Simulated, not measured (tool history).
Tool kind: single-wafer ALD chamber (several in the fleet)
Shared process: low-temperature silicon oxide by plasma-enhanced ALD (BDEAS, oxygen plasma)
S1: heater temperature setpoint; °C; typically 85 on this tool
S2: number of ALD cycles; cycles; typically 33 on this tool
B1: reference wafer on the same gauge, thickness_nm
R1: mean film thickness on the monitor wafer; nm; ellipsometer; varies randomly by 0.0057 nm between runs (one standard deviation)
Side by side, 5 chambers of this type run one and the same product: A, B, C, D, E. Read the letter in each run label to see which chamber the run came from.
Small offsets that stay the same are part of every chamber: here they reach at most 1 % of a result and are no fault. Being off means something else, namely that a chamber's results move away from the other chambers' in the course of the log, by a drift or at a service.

| run | hour | S1 | S2 | B1 | R1 |
|---|---|---|---|---|---|
| 1D | 8.5 | 85 | 33 | 3.9788 | 5.0010 |
| 2C | 16.8 | 85 | 33 | 3.9787 | 4.9815 |
| 3A | 23.5 | 85 | 33 | 3.9782 | 4.9415 |
| 4B | 36.9 | 85 | 33 | 3.9780 | 4.9846 |
| 5E | 45.0 | 85 | 33 | 3.9773 | 4.9506 |
| 6C | 55.6 | 85 | 33 | 3.9770 | 4.9824 |
| 7A | 62.0 | 85 | 33 | 3.9769 | 4.9438 |
| 8D | 75.2 | 85 | 33 | 3.9760 | 4.9875 |
| 9B | 88.8 | 85 | 33 | 3.9769 | 4.9865 |
| 10E | 95.1 | 85 | 33 | 3.9764 | 4.9386 |
| 11C | 104.5 | 85 | 29 | 3.9753 | 4.3674 |
| 12E | 118.8 | 85 | 29 | 3.9744 | 4.3545 |
| 13A | 128.1 | 85 | 29 | 3.9739 | 4.3390 |
| 14B | 137.9 | 85 | 29 | 3.9741 | 4.3719 |
| 15D | 146.5 | 85 | 29 | 3.9725 | 4.3863 |
| 16E | 160.7 | 85 | 33 | 3.9727 | 4.9556 |
| 17B | 172.0 | 85 | 33 | 3.9716 | 4.9877 |
| 18C | 180.6 | 85 | 33 | 3.9707 | 4.9614 |
| 19A | 190.4 | 74 | 28 | 3.9703 | 4.3482 |
| 20D | 199.1 | 74 | 28 | 3.9697 | 4.3972 |
| 21B | 211.8 | 74 | 28 | 3.9694 | 4.3837 |
| 22E | 222.8 | 74 | 28 | 3.9679 | 4.3374 |
| 23D | 237.2 | 74 | 28 | 3.9687 | 4.3892 |
| 24C | 251.0 | 95 | 37 | 3.9672 | 5.3853 |
| 25A | 260.0 | 95 | 37 | 3.9676 | 5.3280 |
| 26E | 271.7 | 95 | 37 | 3.9651 | 5.3483 |
| 27C | 279.1 | 95 | 37 | 3.9673 | 5.3709 |
| 28D | 290.5 | 95 | 37 | 3.9656 | 5.3963 |
| 29B | 298.1 | 85 | 33 | 3.9647 | 4.9657 |
| 30A | 307.8 | 85 | 33 | 3.9639 | 4.9289 |
| 31A | 319.3 | 85 | 33 | 3.9653 | 4.9161 |
| 32B | 327.8 | 85 | 33 | 3.9641 | 4.9706 |
| 33D | 339.8 | 85 | 33 | 3.9633 | 4.9727 |
| 34E | 348.3 | 75 | 33 | 3.9619 | 5.0895 |
| 35C | 362.7 | 75 | 33 | 3.9616 | 5.1111 |
| 36C | 370.8 | 75 | 33 | 3.9629 | 5.1226 |

All chambers now run identical settings, listed one chamber a line with results as question marks. What results will each chamber show?
| 37A | 381.1 | 85 | 36 |  | ? |
| 37B | 381.1 | 85 | 36 |  | ? |
| 37C | 381.1 | 85 | 36 |  | ? |
| 37D | 381.1 | 85 | 36 |  | ? |
| 37E | 381.1 | 85 | 36 |  | ? |

| run | R1 |
|---|---|
| 37A | 5.3652 |
| 37B | 5.4253 |
| 37C | 5.3981 |
| 37D | 5.4382 |
| 37E | 5.3766 |
